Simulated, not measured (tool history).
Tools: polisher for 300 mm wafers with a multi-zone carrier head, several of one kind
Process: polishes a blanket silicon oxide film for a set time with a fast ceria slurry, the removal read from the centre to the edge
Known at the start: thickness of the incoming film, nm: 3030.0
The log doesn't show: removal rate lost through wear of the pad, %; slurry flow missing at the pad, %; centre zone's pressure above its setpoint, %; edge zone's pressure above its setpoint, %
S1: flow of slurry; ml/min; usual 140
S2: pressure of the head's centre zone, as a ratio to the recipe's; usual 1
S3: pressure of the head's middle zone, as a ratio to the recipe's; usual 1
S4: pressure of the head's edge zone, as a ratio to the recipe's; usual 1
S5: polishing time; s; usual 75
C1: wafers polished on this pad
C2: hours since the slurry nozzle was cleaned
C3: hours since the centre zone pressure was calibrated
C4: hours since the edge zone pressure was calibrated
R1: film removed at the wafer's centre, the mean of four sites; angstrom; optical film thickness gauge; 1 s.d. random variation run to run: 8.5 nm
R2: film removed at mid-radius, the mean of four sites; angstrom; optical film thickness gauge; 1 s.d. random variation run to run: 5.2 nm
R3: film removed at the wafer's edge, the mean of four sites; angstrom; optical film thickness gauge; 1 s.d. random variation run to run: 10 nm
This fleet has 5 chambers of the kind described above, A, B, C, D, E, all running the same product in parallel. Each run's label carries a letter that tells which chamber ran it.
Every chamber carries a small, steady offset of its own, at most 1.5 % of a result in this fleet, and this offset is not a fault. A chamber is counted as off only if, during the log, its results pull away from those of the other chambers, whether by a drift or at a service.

run   hour   S1  S2  S3  S4  S5    C1     C2     C3      C4       R1      R2      R3
 1A    9.2  140   1   1   1  75   127  187.0  332.8   309.4   7998.3  7892.5  7916.4
 2C   15.9  140   1   1   1  75   281  254.7  353.0   435.9   7937.1  7942.8  7942.9
 3E   23.6  140   1   1   1  75   985   25.6   69.7   393.2   8004.8  7996.8  8008.7
 4B   32.4  140   1   1   1  75   642  295.5  615.5   183.5   8007.5  7905.9  8114.7
 5D   38.3  140   1   1   1  75   464   95.0  640.2  1171.2   7919.9  7840.7  7903.4
 6B   48.9  140   1   1   1  75   729  312.0  632.0   200.0   7863.7  7921.9  8081.4
 7D   56.9  140   1   1   1  75   562  113.6  658.8  1189.8   7915.7  7928.7  7927.8
      58.7  -- chamber E: worn pad replaced by a new one
 8E   68.0  140   1   1   1  75    49   70.0  114.1   437.6   8173.5  7975.1  7967.2
 9C   73.1  140   1   1   1  75   582  311.9  410.2   493.1   7968.5  8003.4  7953.3
10A   81.6  140   1   1   1  75   508  259.4  405.2   381.8   8013.4  7914.1  8032.0
      84.8  -- chamber E: edge zone pressure recalibrated
      88.5  -- chamber D: worn pad replaced by a new one
      90.6  -- chamber B: worn pad replaced by a new one
11D   90.9  140   1   1   1  75    12  147.6  692.8  1223.8   7990.5  7963.8  7907.3
12E   96.3  140   1   1   1  75   197   98.3  142.4    11.5   7984.2  8059.6  8013.6
13B  102.5  140   1   1   1  75    62  365.6  685.6   253.6   8093.3  8010.5  8083.1
14C  109.8  140   1   1   1  75   775  348.6  446.9   529.8   7831.4  7865.4  7994.1
15A  114.9  140   1   1   1  75   683  292.7  438.5   415.1   7908.6  7831.3  8006.5
16B  120.0  140   1   1   1  75   154  383.1  703.1   271.1   8320.4  7955.9  7903.2
     130.4  -- chamber D: centre zone pressure recalibrated
17A  131.6  140   1   1   1  75   771  309.4  455.2   431.8   7878.5  7892.3  8012.9
     137.2  -- chamber C: worn pad replaced by a new one
18C  138.8  140   1   1   1  75     8  377.6  475.9   558.8   7805.5  7922.9  7722.9
     141.4  -- chamber A: edge zone pressure recalibrated
     145.5  -- chamber C: centre zone pressure recalibrated
19D  150.2  140   1   1   1  75   324  206.9   19.9  1283.1   7973.3  7930.2  8261.7
20E  160.1  140   1   1   1  75   533  162.1  206.2    75.3   8005.3  8022.5  7896.5
21C  170.5  140   1   1   1  75   175  409.3   25.1   590.5   7919.8  7974.0  8009.0
22E  177.8  140   1   1   1  75   626  179.8  223.9    93.0   7989.8  8077.4  7764.1
23A  183.4  140   1   1   1  75  1043  361.2  507.0    42.1   8035.4  7902.9  8028.1
24B  190.5  140   1   1   1  75   525  453.6  773.6   341.6   8571.7  7979.6  7867.4
     194.1  -- chamber A: worn pad replaced by a new one
     196.0  -- chamber B: slurry nozzle cleaned
25D  197.4  140   1   1   1  89   572  254.1   67.1  1330.3   9327.2  9322.5  9491.0
26B  208.1  140   1   1   1  89   617   12.2  791.2   359.2  10442.0  9411.2  9562.1
27C  216.3  140   1   1   1  89   416  455.1   70.9   636.3   9398.8  9400.6  9512.0
28E  223.0  140   1   1   1  89   863  225.0  269.1   138.2   9496.4  9547.0  9507.3
     228.4  -- chamber D: worn pad replaced by a new one
29A  234.4  140   1   1   1  89   212  412.2  558.0    93.1   9402.8  9407.2  9497.2
30D  240.8  140   1   1   1  75    65  297.5  110.5  1373.7   7911.9  7758.0  8077.8
     243.7  -- chamber C: slurry nozzle cleaned
31E  249.7  140   1   1   1  75  1004  251.7  295.8   164.9   8000.4  7967.4  7972.5
32B  260.2  140   1   1   1  75   891   64.3  843.3   411.3   8751.0  7939.8  8100.6
33C  266.0  140   1   1   1  75   677   22.3  120.6   686.0   7807.2  7952.6  7870.3

One chamber off, gauge drift, or nothing amiss beyond the chambers' own small offsets? If it is a chamber, which one, and what is the likeliest cause?

It is chamber B that slowly wanders off from its peers.
Likeliest cause: centre zone's pressure above its setpoint, % = 11.1.

Below are 4 candidate recipes for chamber B's next run, each the usual settings with a change, their results shown as question marks. Which of them brings B's results back in line with what the other chambers give on the usual settings?
A result is in line if it is within this distance of the other chambers' mean on the usual settings: R1 300.0 angstrom; R2 180.0 angstrom; R3 360.0 angstrom
34B-1  274.3  130  0.87  1.03  1.04  74                   ?   ?   ?
34B-2  274.3  145  1.08  0.98  0.97  76                   ?   ?   ?
34B-3  274.3  150  1.15  0.97  0.95  76                   ?   ?   ?
34B-4  274.3  135  0.92  1.02  1.03  74                   ?   ?   ?

Usual-settings mean across the other chambers: R1 7993.0 angstrom; R2 7933.6 angstrom; R3 7975.3 angstrom
  run       R1      R2      R3
34B-1   7390.0  7947.4  7947.3
34B-2   9840.6  7964.3  7998.8
34B-3  10604.0  7938.2  7951.0
34B-4   7926.6  7937.4  7952.5
Change 34B-4 lands the chamber within the allowed miss of the other chambers.
